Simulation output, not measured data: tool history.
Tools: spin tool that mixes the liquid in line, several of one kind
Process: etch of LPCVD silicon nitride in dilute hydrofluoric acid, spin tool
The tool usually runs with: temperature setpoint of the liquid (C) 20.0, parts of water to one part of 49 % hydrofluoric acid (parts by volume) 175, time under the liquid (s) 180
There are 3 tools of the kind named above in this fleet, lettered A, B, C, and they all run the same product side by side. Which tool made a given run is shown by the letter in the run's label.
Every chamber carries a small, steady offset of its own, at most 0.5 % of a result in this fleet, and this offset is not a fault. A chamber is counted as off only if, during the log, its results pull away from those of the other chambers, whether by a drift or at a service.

run,hour,temperature setpoint of the liquid (C),parts of water to one part of 49 % hydrofluoric acid (parts by volume),time under the liquid (s),hours since the thermometer was replaced,hours since the hydrofluoric acid flow meter was replaced,"read-back film thickness of the LPCVD silicon nitride reference wafer, read on the same gauge (nm)",thickness taken off the LPCVD silicon nitride on a monitor wafer (nm)
1B,4.5,20.0,175,180,171.9,1046.6,110.04,0.44892
2A,9.0,20.0,175,180,848.8,1009.0,110.00,0.43858
3C,14.4,20.0,175,180,1704.2,852.5,110.00,0.43402
4A,20.5,20.0,175,180,860.3,1020.5,109.99,0.39424
5B,23.8,20.0,175,180,191.2,1065.9,110.03,0.38068
6C,28.5,20.0,175,180,1718.3,866.6,109.99,0.43314
7B,33.5,20.0,175,180,200.9,1075.6,110.00,0.42494
8A,40.3,20.0,175,180,880.1,1040.3,109.98,0.37004
9C,47.8,17.0,175,180,1737.6,885.9,109.98,0.35170
10A,52.9,17.0,175,180,892.7,1052.9,110.00,0.35564
11B,58.5,17.0,175,180,225.9,1100.6,109.99,0.34915
12C,65.5,20.0,175,180,1755.3,903.6,109.99,0.38445
13A,72.2,20.0,130,130,912.0,1072.2,109.98,0.40236
14C,77.8,20.0,130,130,1767.6,915.9,109.96,0.39970
15B,83.0,20.0,130,130,250.4,1125.1,110.00,0.38027
16C,89.8,20.0,175,180,1779.6,927.9,109.99,0.40217
17A,96.8,20.0,175,180,936.6,1096.8,110.03,0.44460
18B,100.2,20.0,175,180,267.6,1142.3,110.03,0.39202
19C,106.0,20.0,175,180,1795.8,944.1,109.97,0.41954
20A,110.9,20.0,175,180,950.7,1110.9,110.01,0.44576
21B,117.3,20.0,175,180,284.7,1159.4,110.02,0.42951
22B,123.4,22.5,175,115,290.8,1165.5,109.97,0.33482
23C,127.9,22.5,175,115,1817.7,966.0,110.01,0.29363
24A,132.6,22.5,175,115,972.4,1132.6,110.01,0.30416

Does one chamber stand apart from the rest, does the shared gauge drift, or is all well apart from small per-chamber offsets? Give the chamber and the most likely cause, where there is one.

No chamber stands off beyond its own small offset, and the gauge holds steady.

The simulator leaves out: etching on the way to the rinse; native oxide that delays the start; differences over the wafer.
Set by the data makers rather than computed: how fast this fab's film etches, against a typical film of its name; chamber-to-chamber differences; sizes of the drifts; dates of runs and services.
